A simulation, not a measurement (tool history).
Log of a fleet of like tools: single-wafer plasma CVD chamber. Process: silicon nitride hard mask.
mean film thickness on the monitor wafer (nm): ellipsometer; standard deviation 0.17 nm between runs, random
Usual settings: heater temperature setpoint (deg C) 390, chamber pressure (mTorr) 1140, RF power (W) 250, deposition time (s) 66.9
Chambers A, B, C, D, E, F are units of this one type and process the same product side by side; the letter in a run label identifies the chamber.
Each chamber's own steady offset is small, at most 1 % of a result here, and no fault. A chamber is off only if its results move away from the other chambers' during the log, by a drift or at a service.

run   hour  heater temperature setpoint (deg C)  chamber pressure (mTorr)  RF power (W)  deposition time (s)  hours since the last thermocouple change  hours since the last RF generator calibration  hours since the last manometer calibration  read-back reference wafer on the same gauge, thickness_nm  mean film thickness on the monitor wafer (nm)
 1F     12                                  390                      1140           250                 66.9                                    1309.9                                          606.3                                       251.2                                                     49.773                                         61.361
      13.3  -- chamber B: RF generator calibrated
 2A   22.1                                  390                      1140           250                 66.9                                      1523                                          586.7                                      1164.5                                                     49.802                                         61.734
 3C   32.1                                  390                      1140           250                 66.9                                     821.3                                          587.9                                       916.6                                                     49.804                                         60.797
 4D   38.9                                  390                      1140           250                 66.9                                    1607.8                                          835.6                                       992.4                                                     49.798                                          61.74
 5B   48.9                                  390                      1140           250                 66.9                                    1135.7                                           35.7                                      2132.5                                                     49.832                                         61.944
 6E   56.2                                  390                      1140           250                 66.9                                    1136.2                                          694.2                                       810.2                                                     49.769                                          61.49
 7C   62.9                                  390                      1140           250                 66.9                                     852.1                                          618.7                                       947.4                                                     49.788                                         60.924
 8E   69.9                                  390                      1140           250                 66.9                                    1149.9                                          707.9                                       823.9                                                     49.795                                         61.191
      77.5  -- chamber B: thermocouple changed; heater temperature recalibrated
 9F   77.7                                  390                      1140           250                 66.9                                    1375.6                                            672                                       316.9                                                     49.818                                         61.682
10D   88.9                                  397                      1140           210                 66.9                                    1657.8                                          885.6                                      1042.4                                                     49.752                                         54.225
11B   99.1                                  397                      1140           210                 66.9                                      21.7                                           85.9                                      2182.7                                                      49.79                                         53.964
     105.5  -- chamber B: capacitance manometer re-zeroed and calibrated
12A  108.8                                  397                      1140           210                 66.9                                    1609.7                                          673.4                                      1251.2                                                     49.798                                         53.774
13B  119.6                                  397                      1140           210                 66.9                                      42.2                                          106.4                                        14.2                                                     49.791                                         53.948
     121.4  -- chamber F: thermocouple changed; heater temperature recalibrated
14D  130.1                                  397                      1140           210                 66.9                                      1699                                          926.8                                      1083.6                                                     49.804                                         54.273
15E  139.3                                  397                      1140           210                 66.9                                    1219.3                                          777.3                                       893.3                                                     49.803                                         53.496
16A  151.5                                  390                      1140           250                 66.9                                    1652.4                                          716.1                                      1293.9                                                     49.811                                         61.446
17C  158.7                                  390                      1140           250                 66.9                                     947.9                                          714.5                                      1043.2                                                     49.805                                         60.242
18F  171.5                                  390                      1140           250                 66.9                                      50.1                                          765.8                                       410.7                                                     49.761                                         61.905
19B  183.6                                  390                      1140           250                 66.9                                     106.2                                          170.4                                        78.2                                                     49.794                                         61.636
20E  192.1                                  390                      1140           250                 66.9                                    1272.1                                          830.1                                       946.1                                                     49.802                                         61.257
21C  200.3                                  390                      1140           250                 66.9                                     989.5                                          756.1                                      1084.8                                                     49.834                                         60.339
22D  213.3                                  390                      1140           250                 66.9                                    1782.2                                           1010                                      1166.8                                                     49.801                                         61.688
23A  226.2                                  390                      1140           250                 66.9                                    1727.1                                          790.8                                      1368.6                                                     49.805                                         61.395
     231.1  -- chamber E: capacitance manometer re-zeroed and calibrated
24F  239.6                                  390                      1140           250                 66.9                                     118.2                                          833.9                                       478.8                                                     49.776                                         61.785
25D  250.5                                  390                      1140           250                 66.9                                    1819.4                                         1047.2                                        1204                                                     49.817                                         61.305
26B  260.9                                  390                      1140           250                 66.9                                     183.5                                          247.7                                       155.5                                                     49.805                                         61.496
27F  269.5                                  390                      1140           250                 66.9                                     148.1                                          863.8                                       508.7                                                     49.795                                         61.774
28A  277.5                                  390                      1140           250                 66.9                                    1778.4                                          842.1                                      1419.9                                                     49.826                                         61.412
     282.1  -- chamber C: capacitance manometer re-zeroed and calibrated
29C  289.9                                  390                      1140           250                 66.9                                    1079.1                                          845.7                                         7.9                                                     49.819                                         59.448
30E  298.4                                  390                      1140           250                 66.9                                    1378.4                                          936.4                                        67.4                                                     49.803                                         61.486
31F  309.1                                  390                      1140           250                 66.9                                     187.7                                          903.4                                       548.3                                                     49.795                                         61.694
32E  320.8                                  390                      1140           250                 66.9                                    1400.8                                          958.8                                        89.8                                                     49.786                                         61.322
33D  331.8                                  390                      1140           250                 66.9                                    1900.7                                         1128.5                                      1285.3                                                     49.805                                         61.753
34C    345                                  390                      1140           250                 66.9                                    1134.2                                          900.8                                          63                                                     49.813                                         59.566
35B    356                                  384                      1140           230                 66.9                                     278.6                                          342.8                                       250.6                                                     49.814                                         58.229
36A  368.2                                  384                      1140           230                 66.9                                    1869.1                                          932.8                                      1510.6                                                     49.828                                         58.216
37C  374.4                                  384                      1140           230                 66.9                                    1163.6                                          930.2                                        92.4                                                      49.79                                          55.83
38D  387.9                                  384                      1140           230                 66.9                                    1956.8                                         1184.6                                      1341.4                                                     49.807                                         58.293
39F  397.6                                  384                      1140           230                 66.9                                     276.2                                          991.9                                       636.8                                                     49.783                                         58.345
40A  407.9                                  384                      1140           230                 66.9                                    1908.8                                          972.5                                      1550.3                                                     49.792                                         58.282
41B  416.2                                  390                      1140           250                 66.9                                     338.8                                            403                                       310.8                                                     49.801                                         61.867
42E  425.1                                  390                      1140           250                 66.9                                    1505.1                                         1063.1                                       194.1                                                     49.787                                         61.255

Is one chamber out of step, is the gauge drifting, or do the chambers differ by no more than their own small offsets? For an off chamber, give its letter and the likeliest cause.

One chamber, C, drifts off from the rest bit by bit.
Most likely cause: delivered RF power below the setpoint (%) = 4.81.

Chamber C could run next with any of the 4 candidate recipes listed below; each alters the usual settings, and their results appear as question marks. Which one brings its results back in line with what the other chambers deliver on the usual settings?
A result is in line if it is within this distance of the other chambers' mean on the usual settings: mean film thickness on the monitor wafer (nm) 0.58
43C-1  435.1                                  390                      1140           250                 69.8                                                                                                                                                                                                                                              ?
43C-2  435.1                                  390                      1140           250                 67.8                                                                                                                                                                                                                                              ?
43C-3  435.1                                  390                      1140           250                   64                                                                                                                                                                                                                                              ?
43C-4  435.1                                  390                      1140           250                   66                                                                                                                                                                                                                                              ?

On the usual settings, the other chambers give on average: mean film thickness on the monitor wafer (nm) 61.523
  run  mean film thickness on the monitor wafer (nm)
43C-1                                         61.364
43C-2                                         59.608
43C-3                                         56.273
43C-4                                         58.028
With 43C-1, the chamber falls back in line with the rest.

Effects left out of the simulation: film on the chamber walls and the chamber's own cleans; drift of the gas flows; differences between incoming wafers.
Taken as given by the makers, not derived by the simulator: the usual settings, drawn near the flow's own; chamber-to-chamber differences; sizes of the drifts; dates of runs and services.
